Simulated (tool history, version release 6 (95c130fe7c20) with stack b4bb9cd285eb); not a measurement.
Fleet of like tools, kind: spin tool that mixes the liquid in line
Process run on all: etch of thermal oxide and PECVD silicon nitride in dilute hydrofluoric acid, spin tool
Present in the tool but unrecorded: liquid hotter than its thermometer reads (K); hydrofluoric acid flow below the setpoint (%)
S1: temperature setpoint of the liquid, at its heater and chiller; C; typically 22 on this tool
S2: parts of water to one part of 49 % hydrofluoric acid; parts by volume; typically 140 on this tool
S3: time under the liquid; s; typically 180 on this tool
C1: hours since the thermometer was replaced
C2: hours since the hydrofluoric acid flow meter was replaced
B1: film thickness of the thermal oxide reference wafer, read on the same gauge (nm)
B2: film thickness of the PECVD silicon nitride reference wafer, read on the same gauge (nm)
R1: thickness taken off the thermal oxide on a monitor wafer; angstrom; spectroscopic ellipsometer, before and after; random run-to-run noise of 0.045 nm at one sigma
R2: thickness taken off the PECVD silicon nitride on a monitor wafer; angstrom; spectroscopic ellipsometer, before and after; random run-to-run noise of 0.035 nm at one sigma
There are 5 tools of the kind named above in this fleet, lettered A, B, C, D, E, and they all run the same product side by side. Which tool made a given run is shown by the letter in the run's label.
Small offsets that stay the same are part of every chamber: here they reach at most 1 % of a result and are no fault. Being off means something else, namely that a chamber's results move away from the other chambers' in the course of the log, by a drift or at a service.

| run | hour | S1 | S2 | S3 | C1 | C2 | B1 | B2 | R1 | R2 |
|---|---|---|---|---|---|---|---|---|---|---|
| 1A | 5.2 | 22 | 140 | 180 | 1798.6 | 178.2 | 59.984 | 140.02 | 53.978 | 20.4650 |
| 2D | 10.8 | 22 | 140 | 180 | 565.6 | 1966.2 | 60.015 | 140.01 | 53.788 | 21.1970 |
| 3E | 16.2 | 22 | 140 | 180 | 1094.6 | 1270.9 | 60.005 | 139.99 | 54.252 | 20.7060 |
| 4B | 23.2 | 22 | 140 | 180 | 97.9 | 372.2 | 59.990 | 139.99 | 53.795 | 20.4510 |
| 5C | 26.6 | 22 | 195 | 115 | 1003.6 | 924.0 | 60.000 | 140.00 | 23.225 | 9.8395 |
|  | 29.2 | chamber B: hydrofluoric acid flow meter replaced |
| 6B | 31.2 | 22 | 195 | 115 | 105.9 | 2.1 | 60.008 | 140.03 | 23.127 | 9.4490 |
| 7E | 38.3 | 22 | 195 | 115 | 1116.7 | 1293.0 | 59.995 | 139.98 | 22.897 | 9.6092 |
| 8D | 43.9 | 22 | 195 | 115 | 598.7 | 1999.3 | 59.980 | 139.99 | 23.240 | 9.3555 |
| 9C | 48.1 | 22 | 195 | 115 | 1025.1 | 945.5 | 59.985 | 140.02 | 23.146 | 9.8457 |
| 10A | 53.6 | 22 | 140 | 180 | 1847.0 | 226.6 | 59.991 | 139.99 | 54.253 | 21.0670 |
| 11B | 61.4 | 22 | 140 | 180 | 136.1 | 32.3 | 60.018 | 139.98 | 53.831 | 20.8780 |
| 12D | 69.2 | 22 | 140 | 180 | 624.0 | 2024.6 | 60.019 | 140.02 | 54.106 | 20.1500 |
| 13C | 76.6 | 22 | 140 | 180 | 1053.6 | 974.0 | 59.991 | 139.98 | 53.876 | 20.7800 |
| 14A | 80.7 | 22 | 140 | 180 | 1874.1 | 253.7 | 60.012 | 139.99 | 54.430 | 21.2550 |
| 15E | 85.1 | 22 | 140 | 180 | 1163.5 | 1339.8 | 59.987 | 140.00 | 53.966 | 20.8870 |
| 16D | 90.7 | 24 | 140 | 180 | 645.5 | 2046.1 | 60.011 | 139.98 | 58.364 | 23.2580 |
| 17C | 96.4 | 24 | 140 | 180 | 1073.4 | 993.8 | 60.002 | 140.01 | 58.014 | 24.2620 |
| 18A | 102.6 | 24 | 140 | 180 | 1896.0 | 275.6 | 60.007 | 140.01 | 58.057 | 23.6240 |
| 19B | 109.8 | 24 | 140 | 180 | 184.5 | 80.7 | 60.006 | 140.00 | 57.856 | 23.6310 |
| 20E | 115.3 | 24 | 140 | 180 | 1193.7 | 1370.0 | 59.992 | 140.01 | 58.167 | 23.5350 |
| 21B | 122.3 | 22 | 140 | 180 | 197.0 | 93.2 | 59.974 | 139.99 | 53.366 | 20.6790 |
| 22D | 126.7 | 22 | 140 | 180 | 681.5 | 2082.1 | 60.010 | 140.04 | 53.250 | 20.3590 |
| 23E | 134.4 | 22 | 140 | 180 | 1212.8 | 1389.1 | 60.013 | 139.94 | 54.916 | 20.4530 |
| 24C | 141.5 | 22 | 140 | 180 | 1118.5 | 1038.9 | 60.013 | 140.01 | 55.991 | 22.1200 |
| 25A | 148.8 | 22 | 140 | 180 | 1942.2 | 321.8 | 59.991 | 140.01 | 54.419 | 20.5640 |
| 26A | 154.7 | 22 | 140 | 180 | 1948.1 | 327.7 | 60.025 | 139.98 | 54.100 | 20.4400 |
| 27E | 159.2 | 22 | 140 | 180 | 1237.6 | 1413.9 | 60.017 | 140.00 | 54.280 | 20.5160 |
| 28D | 164.5 | 22 | 140 | 180 | 719.3 | 2119.9 | 60.000 | 140.00 | 52.514 | 20.5900 |
| 29C | 172.4 | 22 | 140 | 180 | 1149.4 | 1069.8 | 60.007 | 140.00 | 56.021 | 23.0440 |
| 30B | 177.7 | 22 | 140 | 180 | 252.4 | 148.6 | 59.975 | 140.00 | 54.045 | 20.8140 |
| 31E | 185.8 | 22 | 110 | 100 | 1264.2 | 1440.5 | 60.002 | 140.00 | 39.510 | 14.6030 |
| 32C | 193.5 | 22 | 110 | 100 | 1170.5 | 1090.9 | 59.999 | 140.00 | 41.230 | 16.2800 |
| 33B | 201.0 | 22 | 110 | 100 | 275.7 | 171.9 | 59.994 | 140.02 | 39.133 | 14.9850 |
| 34A | 207.7 | 22 | 110 | 100 | 2001.1 | 380.7 | 59.999 | 140.02 | 39.324 | 14.4760 |
| 35D | 215.6 | 22 | 110 | 100 | 770.4 | 2171.0 | 59.992 | 140.03 | 38.584 | 14.4460 |
| 36E | 220.0 | 22 | 140 | 180 | 1298.4 | 1474.7 | 59.988 | 139.97 | 54.150 | 20.3350 |
| 37B | 224.7 | 22 | 140 | 180 | 299.4 | 195.6 | 59.985 | 139.97 | 53.526 | 20.4180 |
| 38C | 228.9 | 22 | 140 | 180 | 1205.9 | 1126.3 | 60.006 | 139.99 | 58.316 | 23.9420 |
| 39A | 233.1 | 22 | 140 | 180 | 2026.5 | 406.1 | 60.027 | 140.00 | 53.723 | 20.1390 |

Which is it: a chamber that has drifted or been left off by a service, a gauge drift common to all chambers, or only each chamber's usual small offset? If a chamber is off, name it and its likeliest cause.

It is chamber C that slowly wanders off from its peers.
Cause: liquid hotter than its thermometer reads (K) = 2.11.

Chamber C could run next with any of the 4 candidate recipes listed below; each alters the usual settings, and their results appear as question marks. Which one brings its results back in line with what the other chambers deliver on the usual settings?
In line means no further than this from the other chambers' mean on the usual settings: R1 1.600 angstrom; R2 1.2000 angstrom
| 40C-1 | 238.8 | 24 | 150 | 195 |  |  |  |  | ? | ? |
| 40C-2 | 238.8 | 21 | 135 | 175 |  |  |  |  | ? | ? |
| 40C-3 | 238.8 | 23 | 145 | 185 |  |  |  |  | ? | ? |
| 40C-4 | 238.8 | 20 | 130 | 165 |  |  |  |  | ? | ? |

Mean of the other chambers on the usual settings: R1 53.900 angstrom; R2 20.7450 angstrom
| run | R1 | R2 |
|---|---|---|
| 40C-1 | 62.868 | 27.4620 |
| 40C-2 | 56.789 | 22.5120 |
| 40C-3 | 59.745 | 25.2750 |
| 40C-4 | 53.738 | 20.6170 |
The right change is 40C-4: it brings the chamber back within the allowed miss of the others.
